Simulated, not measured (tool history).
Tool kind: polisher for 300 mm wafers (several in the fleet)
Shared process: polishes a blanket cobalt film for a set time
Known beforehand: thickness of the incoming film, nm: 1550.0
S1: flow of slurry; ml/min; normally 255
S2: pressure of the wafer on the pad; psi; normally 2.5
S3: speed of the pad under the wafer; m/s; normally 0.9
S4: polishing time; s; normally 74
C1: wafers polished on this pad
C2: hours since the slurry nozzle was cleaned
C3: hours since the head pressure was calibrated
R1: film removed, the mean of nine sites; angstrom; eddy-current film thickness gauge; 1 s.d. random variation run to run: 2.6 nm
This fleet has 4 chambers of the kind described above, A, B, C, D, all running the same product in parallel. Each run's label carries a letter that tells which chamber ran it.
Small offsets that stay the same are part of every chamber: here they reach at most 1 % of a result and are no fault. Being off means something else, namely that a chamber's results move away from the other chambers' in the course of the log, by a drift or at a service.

run   hour   S1   S2    S3  S4   C1     C2     C3      R1
       1.7  -- chamber D: worn pad replaced by a new one
 1D    2.7  255  2.5   0.9  74   14  237.2  612.8  3447.9
       4.5  -- chamber D: slurry nozzle cleaned
       6.4  -- chamber C: worn pad replaced by a new one
 2B    7.1  255  2.5   0.9  74  555  211.2  750.4  3425.9
       9.4  -- chamber B: slurry nozzle cleaned
 3A   11.5  255  2.5   0.9  74  389  531.5  635.9  3441.8
 4C   15.9  255  2.5   0.9  74  130    674  177.2  3492.1
 5B   20.8  255  2.5   0.9  74  742   11.4  764.1  3428.8
 6D   25.9  255  2.5   0.9  74  330   21.4    636  3467.6
      26.6  -- chamber A: worn pad replaced by a new one
 7C   30.4  255  2.5   0.9  74  327  688.5  191.7  3399.8
 8A   34.8  255  2.5   0.9  74  112  554.8  659.2  3419.6
 9B   37.7  255  2.5   0.9  74  972   28.3    781  3440.7
10A   41.4  255  2.5   0.9  74  202  561.4  665.8  3463.2
      42.8  -- chamber B: head pressure recalibrated
      43.9  -- chamber B: worn pad replaced by a new one
11C   44.9  255  2.5   0.9  74  524    703  206.2  3434.7
      46.5  -- chamber A: slurry nozzle cleaned
12D   48.7  255  2.5   0.9  74  640   44.2  658.8  3428.9
13A     52  305  2.5   0.9  65  346    5.5  676.4  3046.3
14B   55.8  305  2.5   0.9  65  163   46.4   13.1  2866.1
15C   59.9  305  2.5   0.9  65  728    718  221.2  3120.8
      63.2  -- chamber C: worn pad replaced by a new one
16D   63.6  305  2.5   0.9  65  843   59.1  673.7  3103.3
17B   68.5  255  2.5   0.9  74  335   59.1   25.8  3135.5
18D   72.4  325  2.5  0.76  74  963   67.9  682.5  2973.3
      73.2  -- chamber A: worn pad replaced by a new one
19C   76.5  325  2.5  0.76  74  181  734.6  237.8  2968.1
      80.5  -- chamber D: worn pad replaced by a new one
20A     82  325  2.5  0.76  74  119   35.5  706.4  2924.4
21B   85.5  325  2.5  0.76  74  567   76.1   42.8  2693.8
22D   90.4  255  2.5   0.9  74  135   85.9  700.5  3487.6
23C   94.3  255  2.5   0.9  74  423  752.4  255.6  3465.3
24A   96.8  255  2.5   0.9  74  321   50.3  721.2  3402.5
25A   99.9  255  2.5   0.9  74  363   53.4  724.3    3412
26D  104.3  255  2.5   0.9  74  325   99.8  714.4  3430.8
27B  109.2  255  2.5   0.9  74  889   99.8   66.5  3136.6
28C  113.9  255  2.5   0.9  74  690    772  275.2  3432.2
       116  -- chamber B: worn pad replaced by a new one
29C  117.8  255  2.5   0.9  74  743  775.9  279.1  3484.8
30D  121.5  255  2.5   0.9  74  559    117  731.6  3482.8
     122.1  -- chamber C: worn pad replaced by a new one
       123  -- chamber A: worn pad replaced by a new one
31B  125.4  255  2.5   0.9  74  128    116   82.7  3205.3
32A  130.7  255  2.5   0.9  74  105   84.2  755.1  3430.6
33C  133.6  255  2.5  0.76  86  157  791.7  294.9  3408.2

Each of the 4 chambers runs these same settings next. Fill in every chamber's results:
34A  137.8  255  2.5  0.6  74               ?
34B  137.8  255  2.5  0.6  74               ?
34C  137.8  255  2.5  0.6  74               ?
34D  137.8  255  2.5  0.6  74               ?

run      R1
34A    2262
34B  2090.5
34C  2305.3
34D  2309.7
